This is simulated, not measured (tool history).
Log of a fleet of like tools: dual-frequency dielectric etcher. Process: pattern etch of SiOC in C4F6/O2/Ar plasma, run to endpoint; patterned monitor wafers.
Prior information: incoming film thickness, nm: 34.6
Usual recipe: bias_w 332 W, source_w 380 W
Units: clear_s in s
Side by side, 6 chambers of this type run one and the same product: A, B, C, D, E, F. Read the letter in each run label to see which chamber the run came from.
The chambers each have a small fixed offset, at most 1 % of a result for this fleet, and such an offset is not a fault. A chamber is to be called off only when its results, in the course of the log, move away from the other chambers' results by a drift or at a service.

run	hour	bias_w	source_w	hours since the last wet clean	hours since the last bias power generator calibration	hours since the last source power generator calibration	clear_s
1A	11.9	332	380	161.2	593.0	2610.0	13.854
2D	18.1	332	380	194.3	1472.2	1839.4	13.766
3B	26.2	332	380	146.9	411.8	1913.2	13.539
4C	35.3	332	380	400.8	2736.6	2712.6	13.942
5F	42.9	332	380	144.8	3370.4	3301.4	13.652
# hour 44.8: chamber C: wet clean of the chamber
6E	53.3	332	380	422.4	690.7	152.3	13.770
7B	60.2	332	380	180.9	445.8	1947.2	13.601
# hour 67.8: chamber D: bias power generator calibrated
8E	70.5	332	380	439.6	707.9	169.5	13.624
9F	77.5	288	380	179.4	3405.0	3336.0	14.424
10C	83.0	288	380	38.2	2784.3	2760.3	14.482
11A	92.6	288	380	241.9	673.7	2690.7	14.493
12D	103.5	288	380	279.7	35.8	1924.8	14.568
13E	116.4	288	380	485.5	753.8	215.4	14.429
14C	125.0	288	380	80.2	2826.3	2802.3	14.528
15A	131.2	332	380	280.5	712.3	2729.3	13.743
16D	141.5	332	380	317.7	73.8	1962.8	13.881
17F	149.4	332	380	251.3	3476.9	3407.9	13.598
# hour 155.0: chamber E: wet clean of the chamber
18B	161.4	332	440	282.1	547.0	2048.4	12.910
19A	173.3	332	440	322.6	754.4	2771.4	12.858
20E	181.7	332	440	26.8	819.1	280.7	12.524
21B	189.4	332	440	310.1	575.0	2076.4	12.957
# hour 194.2: chamber B: wet clean of the chamber
22F	200.9	332	440	302.8	3528.4	3459.4	12.935
23C	206.8	332	440	162.0	2908.1	2884.1	13.054
24D	213.7	332	380	389.9	146.0	2035.0	13.917
25B	222.6	332	380	28.5	608.2	2109.6	13.499
26E	228.3	332	380	73.4	865.7	327.3	13.281
27A	240.9	272	340	390.2	822.0	2839.0	15.468
28C	252.4	272	340	207.6	2953.7	2929.7	15.440
29F	263.4	272	340	365.3	3590.9	3521.9	15.219
30D	270.7	272	340	446.9	203.0	2092.0	15.510
# hour 273.3: chamber A: wet clean of the chamber
31E	278.5	272	340	123.6	915.9	377.5	14.955
32B	290.6	272	340	96.5	676.2	2177.6	15.270
33D	302.6	332	380	478.8	234.9	2123.9	13.833
34A	315.5	332	380	42.3	896.6	2913.6	13.687
# hour 316.3: chamber C: source power generator calibrated
35C	322.3	332	380	277.5	3023.6	6.1	13.795
36F	328.3	332	380	430.2	3655.8	3586.8	13.815

Predict what each chamber gives when all 6 of them run the settings below next.
37A	337.6	332	380				?
37B	337.6	332	380				?
37C	337.6	332	380				?
37D	337.6	332	380				?
37E	337.6	332	380				?
37F	337.6	332	380				?

run	clear_s
37A	13.818
37B	13.601
37C	13.940
37D	13.808
37E	13.287
37F	13.606
